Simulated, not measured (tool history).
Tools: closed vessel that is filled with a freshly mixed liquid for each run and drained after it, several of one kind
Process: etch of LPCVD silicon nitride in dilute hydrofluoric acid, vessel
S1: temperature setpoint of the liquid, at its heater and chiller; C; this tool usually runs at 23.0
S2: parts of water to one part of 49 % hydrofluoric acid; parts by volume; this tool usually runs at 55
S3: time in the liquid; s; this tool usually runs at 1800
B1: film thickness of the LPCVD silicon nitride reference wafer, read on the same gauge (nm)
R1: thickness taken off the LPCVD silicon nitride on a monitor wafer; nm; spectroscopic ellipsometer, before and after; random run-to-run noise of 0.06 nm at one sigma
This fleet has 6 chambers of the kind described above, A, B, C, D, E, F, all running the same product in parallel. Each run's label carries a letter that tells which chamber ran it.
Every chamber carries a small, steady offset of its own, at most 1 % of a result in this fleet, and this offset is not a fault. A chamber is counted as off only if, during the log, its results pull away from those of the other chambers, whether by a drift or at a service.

run	hour	S1	S2	S3	B1	R1
1A	8.0	23.0	55	1800	69.975	16.067
2F	13.9	23.0	55	1800	69.997	16.192
# hour 18.1: chamber D: hydrofluoric acid flow meter replaced
3D	24.2	23.0	55	1800	69.984	16.279
4C	33.3	23.0	55	1800	69.971	16.238
5B	41.1	23.0	55	1800	70.010	16.386
6E	53.1	26.0	35	1800	70.050	30.624
7F	58.4	26.0	35	1800	69.991	30.899
# hour 63.7: chamber A: thermometer replaced
8B	69.6	26.0	35	1800	69.999	31.326
9D	78.6	26.0	35	1800	70.018	30.810
10E	86.5	26.0	35	1800	70.015	30.643
11A	96.6	26.0	35	1800	70.009	30.989
12C	108.3	23.0	55	1800	70.011	16.254
13F	114.7	23.0	55	1800	69.968	16.199
14B	124.2	23.0	55	1800	69.990	16.306
15A	130.3	23.0	55	1800	70.003	16.144
16D	141.3	28.0	55	1800	69.995	22.889
17E	148.8	28.0	55	1800	70.027	22.328
18C	156.6	28.0	55	1800	70.033	22.581
19C	167.3	28.0	55	1800	69.991	22.649
20E	177.4	28.0	55	1800	69.966	21.958
21F	188.0	28.0	55	1800	69.992	22.626
22D	198.8	23.0	55	1800	69.999	16.324
23A	210.6	23.0	55	1800	70.017	16.109
24B	217.6	23.0	55	1800	69.991	16.370
25A	223.1	23.0	55	1800	69.964	16.171
26F	232.1	23.0	55	1800	70.013	16.234
27E	241.7	27.0	35	1800	70.009	32.008
28C	247.3	27.0	35	1800	70.002	33.231
29B	258.6	27.0	35	1800	70.011	33.513
30D	270.4	27.0	35	1800	69.994	32.995
31E	281.0	27.0	35	1800	70.000	31.759
32B	293.1	27.0	35	1800	69.984	33.530
33F	303.9	23.0	55	1800	70.001	16.227
34C	311.7	23.0	55	1800	69.979	16.246
35A	323.0	23.0	55	1800	70.032	16.182
36D	334.2	23.0	55	1800	69.986	16.204
37A	344.6	18.5	55	1800	70.012	11.916
38E	352.3	18.5	55	1800	69.981	11.417

Is one chamber off against the others, does the gauge drift, or is nothing wrong? If a chamber is off, say which, and what the likeliest cause is.

One chamber, E, drifts off from the rest bit by bit.
Cause: liquid colder than its thermometer reads (K) = 0.724.
Not necessarily distinguishable in this log from: hydrofluoric acid flow below the setpoint (%).

Here are 4 candidates for chamber E's next run, each the usual settings with a change, their results left as question marks. Which one brings its results back in line with what the others give on the usual settings?
In line here means within this much of the mean the other chambers give on the usual settings: R1 0.210 nm
39E-1	361.0	23.0	55	1825		?
39E-2	361.0	23.0	55	1880		?
39E-3	361.0	23.0	55	1715		?
39E-4	361.0	23.0	55	1780		?

Mean of the other chambers on the usual settings: R1 16.238 nm
run	R1
39E-1	15.690
39E-2	16.163
39E-3	14.744
39E-4	15.303
Change 39E-2 lands the chamber within the allowed miss of the other chambers.
